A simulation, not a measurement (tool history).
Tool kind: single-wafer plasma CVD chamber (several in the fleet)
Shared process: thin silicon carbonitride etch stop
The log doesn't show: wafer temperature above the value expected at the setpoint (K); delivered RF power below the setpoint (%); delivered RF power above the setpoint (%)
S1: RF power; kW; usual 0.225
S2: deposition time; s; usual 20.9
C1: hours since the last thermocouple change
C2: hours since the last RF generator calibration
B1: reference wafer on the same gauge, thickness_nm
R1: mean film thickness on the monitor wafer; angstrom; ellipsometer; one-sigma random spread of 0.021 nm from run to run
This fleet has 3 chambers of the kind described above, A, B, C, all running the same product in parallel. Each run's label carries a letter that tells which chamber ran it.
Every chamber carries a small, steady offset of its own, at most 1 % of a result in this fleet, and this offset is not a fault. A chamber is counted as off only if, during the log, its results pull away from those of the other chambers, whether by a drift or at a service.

run 1C hour=7.3 | S1=0.225 S2=20.9 | C1=1938.4 C2=640.3 | B1=12.302 | R1=122.61
run 2A hour=15.1 | S1=0.225 S2=20.9 | C1=95.7 C2=1078.8 | B1=12.295 | R1=121.83
-- hour=23.4 chamber A: RF generator calibrated
run 3B hour=23.7 | S1=0.225 S2=20.9 | C1=1653.4 C2=309.8 | B1=12.292 | R1=122.44
run 4A hour=33.2 | S1=0.225 S2=20.9 | C1=113.8 C2=9.8 | B1=12.283 | R1=122
run 5B hour=38.5 | S1=0.25 S2=20.9 | C1=1668.2 C2=324.6 | B1=12.285 | R1=126.58
run 6C hour=47.2 | S1=0.25 S2=20.9 | C1=1978.3 C2=680.2 | B1=12.271 | R1=126.2
run 7C hour=54.7 | S1=0.25 S2=20.9 | C1=1985.8 C2=687.7 | B1=12.272 | R1=126.2
run 8A hour=59.6 | S1=0.225 S2=20.9 | C1=140.2 C2=36.2 | B1=12.273 | R1=121.51
run 9B hour=67.3 | S1=0.225 S2=20.9 | C1=1697 C2=353.4 | B1=12.268 | R1=122.35
run 10C hour=75 | S1=0.225 S2=20.9 | C1=2006.1 C2=708 | B1=12.266 | R1=121.99
-- hour=81 chamber B: thermocouple changed; heater temperature recalibrated
run 11B hour=82.5 | S1=0.225 S2=20.9 | C1=1.5 C2=368.6 | B1=12.264 | R1=122.54
run 12A hour=92.5 | S1=0.225 S2=20.9 | C1=173.1 C2=69.1 | B1=12.259 | R1=121.45
run 13B hour=103.4 | S1=0.225 S2=20.9 | C1=22.4 C2=389.5 | B1=12.255 | R1=122.51
run 14C hour=113.7 | S1=0.225 S2=17 | C1=2044.8 C2=746.7 | B1=12.25 | R1=99.034
run 15A hour=121.2 | S1=0.225 S2=17 | C1=201.8 C2=97.8 | B1=12.251 | R1=98.85
run 16B hour=129.6 | S1=0.225 S2=17 | C1=48.6 C2=415.7 | B1=12.239 | R1=99.366
run 17A hour=137.7 | S1=0.225 S2=20.9 | C1=218.3 C2=114.3 | B1=12.238 | R1=121.6
run 18C hour=143.1 | S1=0.225 S2=20.9 | C1=2074.2 C2=776.1 | B1=12.238 | R1=121.91
run 19A hour=149.2 | S1=0.225 S2=20.9 | C1=229.8 C2=125.8 | B1=12.238 | R1=121.48
run 20C hour=157.8 | S1=0.185 S2=19 | C1=2088.9 C2=790.8 | B1=12.239 | R1=104.1
run 21B hour=164.9 | S1=0.185 S2=19 | C1=83.9 C2=451 | B1=12.229 | R1=104.89
run 22A hour=170.4 | S1=0.185 S2=19 | C1=251 C2=147 | B1=12.226 | R1=104.3
run 23C hour=177.9 | S1=0.225 S2=20.9 | C1=2109 C2=810.9 | B1=12.217 | R1=121.96
run 24B hour=186 | S1=0.225 S2=20.9 | C1=105 C2=472.1 | B1=12.216 | R1=121.69
run 25B hour=193.2 | S1=0.225 S2=20.9 | C1=112.2 C2=479.3 | B1=12.211 | R1=121.74
run 26A hour=200.4 | S1=0.225 S2=20.9 | C1=281 C2=177 | B1=12.217 | R1=121.31

All 3 chambers run these settings next. Forecast each chamber's results:
run 27A hour=208.3 | S1=0.225 S2=17.1 | R1=?
run 27B hour=208.3 | S1=0.225 S2=17.1 | R1=?
run 27C hour=208.3 | S1=0.225 S2=17.1 | R1=?

run=27A R1=99.471
run=27B R1=99.768
run=27C R1=99.621
